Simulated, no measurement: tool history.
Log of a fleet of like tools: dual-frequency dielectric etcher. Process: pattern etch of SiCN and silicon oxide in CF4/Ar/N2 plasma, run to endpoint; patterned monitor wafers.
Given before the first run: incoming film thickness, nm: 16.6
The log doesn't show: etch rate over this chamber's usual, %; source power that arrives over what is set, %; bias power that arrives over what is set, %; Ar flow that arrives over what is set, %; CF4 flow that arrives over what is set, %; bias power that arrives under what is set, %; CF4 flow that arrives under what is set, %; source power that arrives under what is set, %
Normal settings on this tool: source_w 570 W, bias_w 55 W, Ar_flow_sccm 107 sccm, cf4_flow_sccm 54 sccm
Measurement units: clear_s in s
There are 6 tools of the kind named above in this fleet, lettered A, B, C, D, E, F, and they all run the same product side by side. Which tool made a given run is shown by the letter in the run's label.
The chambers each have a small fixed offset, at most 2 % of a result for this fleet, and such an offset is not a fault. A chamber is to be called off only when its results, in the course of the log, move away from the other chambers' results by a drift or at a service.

run	hour	source_w	bias_w	Ar_flow_sccm	cf4_flow_sccm	hours since the last wet clean	hours since the last source power generator calibration	hours since the last bias power generator calibration	hours since the last Ar flow controller change	hours since the last CF4 flow controller change	clear_s
1B	6.4	570	55	107	54	30.9	338.8	1406.0	1483.9	2534.0	18.394
2E	14.1	570	55	107	54	86.8	2252.1	803.9	514.6	1639.2	17.965
3D	20.8	570	55	107	54	206.3	2848.9	213.6	458.5	2183.6	18.248
4A	28.5	570	55	107	54	183.0	1231.3	1377.2	1246.6	419.8	18.194
5F	36.3	640	55	85	54	506.5	2943.2	2636.4	1642.0	1253.1	15.549
6C	40.6	640	55	85	54	153.1	3437.5	1363.3	200.6	2697.4	15.627
7B	46.6	640	55	85	54	71.1	379.0	1446.2	1524.1	2574.2	15.894
8E	54.3	640	55	85	54	127.0	2292.3	844.1	554.8	1679.4	15.479
9D	61.2	640	55	85	54	246.7	2889.3	254.0	498.9	2224.0	15.800
10C	67.4	640	55	85	54	179.9	3464.3	1390.1	227.4	2724.2	15.630
11A	73.2	570	42	107	61	227.7	1276.0	1421.9	1291.3	464.5	19.184
12F	77.2	570	42	107	61	547.4	2984.1	2677.3	1682.9	1294.0	19.295
# hour 82.1: chamber F: Ar flow controller replaced
13B	85.6	570	42	107	61	110.1	418.0	1485.2	1563.1	2613.2	19.715
14F	93.9	570	42	107	61	564.1	3000.8	2694.0	11.8	1310.7	19.150
15C	101.0	570	42	107	61	213.5	3497.9	1423.7	261.0	2757.8	19.107
# hour 101.2: chamber F: wet clean of the chamber
16A	106.1	570	42	107	61	260.6	1308.9	1454.8	1324.2	497.4	19.293
17D	114.3	570	55	107	54	299.8	2942.4	307.1	552.0	2277.1	18.226
18E	120.0	570	55	107	54	192.7	2358.0	909.8	620.5	1745.1	18.041
19D	125.3	570	55	107	54	310.8	2953.4	318.1	563.0	2288.1	18.321
20C	133.8	570	55	107	54	246.3	3530.7	1456.5	293.8	2790.6	18.024
21A	141.1	570	55	132	54	295.6	1343.9	1489.8	1359.2	532.4	18.828
22F	148.8	570	55	132	54	47.7	3055.7	2748.9	66.7	1365.6	18.610
23B	153.0	570	55	132	54	177.5	485.4	1552.6	1630.5	2680.6	19.070
24E	158.1	570	55	132	54	230.8	2396.1	947.9	658.6	1783.2	18.620
25C	165.6	570	55	132	54	278.1	3562.5	1488.3	325.6	2822.4	18.574
26A	170.0	570	55	132	54	324.5	1372.8	1518.7	1388.1	561.3	18.735
27E	175.4	570	55	107	54	248.1	2413.4	965.2	675.9	1800.5	17.944
28D	180.5	570	55	107	54	366.0	3008.6	373.3	618.2	2343.3	18.286
29B	188.5	570	55	107	54	213.0	520.9	1588.1	1666.0	2716.1	18.358
30F	197.3	570	55	107	54	96.2	3104.2	2797.4	115.2	1414.1	18.044
31E	204.2	570	55	107	54	276.9	2442.2	994.0	704.7	1829.3	17.877
32A	209.0	570	55	107	54	363.5	1411.8	1557.7	1427.1	600.3	18.125
33B	213.0	570	55	107	54	237.5	545.4	1612.6	1690.5	2740.6	18.298
34D	217.4	570	55	107	54	402.9	3045.5	410.2	655.1	2380.2	18.380
35F	221.4	570	55	107	54	120.3	3128.3	2821.5	139.3	1438.2	17.863
36C	228.5	690	55	88	54	341.0	3625.4	1551.2	388.5	2885.3	14.726

What goes on in this fleet: one chamber off, a drifting gauge, or nothing beyond the chambers' own small offsets? Name the chamber and the cause, if any.

All chambers stay in line apart from their small fixed offsets, and the gauge does not drift.

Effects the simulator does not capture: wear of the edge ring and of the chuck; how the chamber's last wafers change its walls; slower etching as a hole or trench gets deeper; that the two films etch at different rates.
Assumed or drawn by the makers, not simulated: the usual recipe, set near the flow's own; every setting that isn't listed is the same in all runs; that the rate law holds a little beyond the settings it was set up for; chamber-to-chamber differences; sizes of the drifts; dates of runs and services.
